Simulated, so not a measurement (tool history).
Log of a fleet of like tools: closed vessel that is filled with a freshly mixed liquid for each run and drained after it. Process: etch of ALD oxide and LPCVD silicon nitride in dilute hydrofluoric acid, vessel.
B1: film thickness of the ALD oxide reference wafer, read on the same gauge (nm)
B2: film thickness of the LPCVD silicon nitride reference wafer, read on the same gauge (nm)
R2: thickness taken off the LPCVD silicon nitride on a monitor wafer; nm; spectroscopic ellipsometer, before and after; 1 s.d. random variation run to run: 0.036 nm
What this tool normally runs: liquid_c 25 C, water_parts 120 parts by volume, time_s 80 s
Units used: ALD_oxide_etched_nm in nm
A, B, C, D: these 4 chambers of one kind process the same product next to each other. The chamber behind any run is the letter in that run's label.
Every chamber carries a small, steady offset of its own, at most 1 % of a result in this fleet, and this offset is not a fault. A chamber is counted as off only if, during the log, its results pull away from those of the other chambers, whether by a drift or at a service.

Run 1C, hour 10.8: usual settings; B1 129.97; B2 99.986. Result: ALD_oxide_etched_nm 10.14 nm, R2 0.33395 nm.
Run 2B, hour 19.3: usual settings; B1 130; B2 99.987. Result: ALD_oxide_etched_nm 10.093 nm, R2 0.32652 nm.
Run 3D, hour 29.1: usual settings; B1 130.01; B2 100. Result: ALD_oxide_etched_nm 10.083 nm, R2 0.34201 nm.
Run 4A, hour 38.7: usual settings; B1 129.99; B2 100.06. Result: ALD_oxide_etched_nm 9.9948 nm, R2 0.34062 nm.
Run 5B, hour 47.2: usual settings; B1 129.97; B2 100.02. Result: ALD_oxide_etched_nm 10.009 nm, R2 0.29723 nm.
Run 6D, hour 57.1: usual settings; B1 130.01; B2 99.972. Result: ALD_oxide_etched_nm 10.207 nm, R2 0.42402 nm.
Run 7A, hour 63.9: usual settings; B1 129.98; B2 99.99. Result: ALD_oxide_etched_nm 9.9346 nm, R2 0.33099 nm.
Run 8C, hour 71.6: usual settings; B1 130.04; B2 99.99. Result: ALD_oxide_etched_nm 10.147 nm, R2 0.31011 nm.
Run 9A, hour 83.4: usual settings; B1 129.98; B2 99.997. Result: ALD_oxide_etched_nm 10.065 nm, R2 0.33684 nm.
Run 10D, hour 94.3: usual settings; B1 130.02; B2 99.997. Result: ALD_oxide_etched_nm 10.221 nm, R2 0.44665 nm.
Run 11C, hour 102.2: usual settings but time_s 35 s; B1 130.02; B2 99.998. Result: ALD_oxide_etched_nm 4.3971 nm, R2 0.15585 nm.
Run 12B, hour 112.3: usual settings but time_s 35 s; B1 130; B2 100.01. Result: ALD_oxide_etched_nm 4.3172 nm, R2 0.14237 nm.
Run 13B, hour 123: usual settings but time_s 35 s; B1 130; B2 100.02. Result: ALD_oxide_etched_nm 4.4485 nm, R2 0.13497 nm.
Run 14A, hour 129.5: usual settings but time_s 35 s; B1 130.02; B2 100. Result: ALD_oxide_etched_nm 4.3386 nm, R2 0.14556 nm.
Run 15D, hour 136.2: usual settings but water_parts 165 parts by volume, time_s 115 s; B1 130.01; B2 99.955. Result: ALD_oxide_etched_nm 10.092 nm, R2 0.36351 nm.
Run 16C, hour 142.6: usual settings but water_parts 165 parts by volume, time_s 115 s; B1 129.97; B2 99.985. Result: ALD_oxide_etched_nm 10.007 nm, R2 0.43651 nm.
Run 17B, hour 153.6: usual settings but water_parts 165 parts by volume, time_s 115 s; B1 130.02; B2 100.02. Result: ALD_oxide_etched_nm 9.9973 nm, R2 0.36036 nm.
Run 18D, hour 160.8: usual settings but water_parts 165 parts by volume, time_s 115 s; B1 130.01; B2 99.996. Result: ALD_oxide_etched_nm 9.9627 nm, R2 0.33748 nm.
Run 19C, hour 167.9: usual settings; B1 130.02; B2 100.01. Result: ALD_oxide_etched_nm 10.182 nm, R2 0.36013 nm.
Run 20A, hour 177.9: usual settings; B1 129.99; B2 100.02. Result: ALD_oxide_etched_nm 10.11 nm, R2 0.28174 nm.
At hour 178.4: chamber B: thermometer replaced.
Run 21A, hour 185.9: usual settings; B1 130.01; B2 100. Result: ALD_oxide_etched_nm 9.9727 nm, R2 0.34788 nm.
Run 22D, hour 197.2: usual settings; B1 129.99; B2 100.01. Result: ALD_oxide_etched_nm 9.7385 nm, R2 0.36284 nm.
Run 23B, hour 207.3: usual settings; B1 130; B2 100.01. Result: ALD_oxide_etched_nm 9.9499 nm, R2 0.36771 nm.
Run 24C, hour 215.1: usual settings; B1 130.01; B2 99.969. Result: ALD_oxide_etched_nm 10.135 nm, R2 0.30741 nm.
Run 25B, hour 225.6: usual settings but time_s 35 s; B1 130.01; B2 100. Result: ALD_oxide_etched_nm 4.4618 nm, R2 0.12788 nm.
Run 26C, hour 236.4: usual settings but time_s 35 s; B1 130.04; B2 99.991. Result: ALD_oxide_etched_nm 4.4221 nm, R2 0.14287 nm.
Run 27D, hour 241.8: usual settings but time_s 35 s; B1 130.02; B2 100.02. Result: ALD_oxide_etched_nm 4.2807 nm, R2 0.14676 nm.
Run 28A, hour 248.3: usual settings but time_s 35 s; B1 129.99; B2 100.01. Result: ALD_oxide_etched_nm 4.4289 nm, R2 0.13397 nm.
Run 29A, hour 258.2: usual settings; B1 130.01; B2 100.06. Result: ALD_oxide_etched_nm 10.029 nm, R2 0.38698 nm.
Run 30B, hour 267.2: usual settings; B1 130.02; B2 100.02. Result: ALD_oxide_etched_nm 9.9558 nm, R2 0.32248 nm.
Run 31C, hour 278.1: usual settings but water_parts 90 parts by volume; B1 130.03; B2 100.01. Result: ALD_oxide_etched_nm 13.944 nm, R2 0.48999 nm.
Run 32D, hour 283.8: usual settings but water_parts 90 parts by volume; B1 130.04; B2 99.987. Result: ALD_oxide_etched_nm 13.382 nm, R2 0.40402 nm.
Run 33A, hour 293.6: usual settings but water_parts 90 parts by volume; B1 130.01; B2 99.983. Result: ALD_oxide_etched_nm 13.793 nm, R2 0.47325 nm.
Run 34B, hour 298.7: usual settings but water_parts 90 parts by volume; B1 130.05; B2 100.01. Result: ALD_oxide_etched_nm 13.672 nm, R2 0.49389 nm.
Run 35C, hour 306.3: usual settings but liquid_c 28.5 C, time_s 35 s; B1 130; B2 99.989. Result: ALD_oxide_etched_nm 5.0741 nm, R2 0.17266 nm.
Run 36D, hour 315.1: usual settings but liquid_c 28.5 C, time_s 35 s; B1 130.01; B2 100.04. Result: ALD_oxide_etched_nm 4.6874 nm, R2 0.17606 nm.
Run 37D, hour 326.3: usual settings but liquid_c 28.5 C, time_s 35 s; B1 129.99; B2 100.07. Result: ALD_oxide_etched_nm 4.7273 nm, R2 0.14954 nm.

Does one chamber stand apart from the rest, does the shared gauge drift, or is all well apart from small per-chamber offsets? Give the chamber and the most likely cause, where there is one.

Little by little, chamber D moves away from the other chambers.
Likeliest cause: liquid colder than its thermometer reads (K) = 2.07.

Below are 4 candidate recipes for chamber D's next run, each the usual settings with a change, their results shown as question marks. Which of them brings D's results back in line with what the other chambers give on the usual settings?
A result is in line if it is within this distance of the other chambers' mean on the usual settings: ALD_oxide_etched_nm 0.32 nm; R2 0.12 nm
Run 38D-1, hour 334.7: usual settings but liquid_c 22.5 C, water_parts 110 parts by volume, time_s 75 s. Result: ALD_oxide_etched_nm ?, R2 ?.
Run 38D-2, hour 334.7: usual settings but liquid_c 21.5 C, water_parts 105 parts by volume, time_s 70 s. Result: ALD_oxide_etched_nm ?, R2 ?.
Run 38D-3, hour 334.7: usual settings but liquid_c 29 C, water_parts 135 parts by volume, time_s 90 s. Result: ALD_oxide_etched_nm ?, R2 ?.
Run 38D-4, hour 334.7: usual settings but liquid_c 27.5 C, water_parts 130 parts by volume, time_s 85 s. Result: ALD_oxide_etched_nm ?, R2 ?.

Mean of the other chambers on the usual settings: ALD_oxide_etched_nm 10.06 nm; R2 0.35153 nm
  run  ALD_oxide_etched_nm       R2
38D-1                8.778  0.27262
38D-2               8.2938  0.24919
38D-3               10.696  0.40615
38D-4               9.9808  0.36245
The answer is 38D-4, which returns the chamber to within the allowed miss of the others.
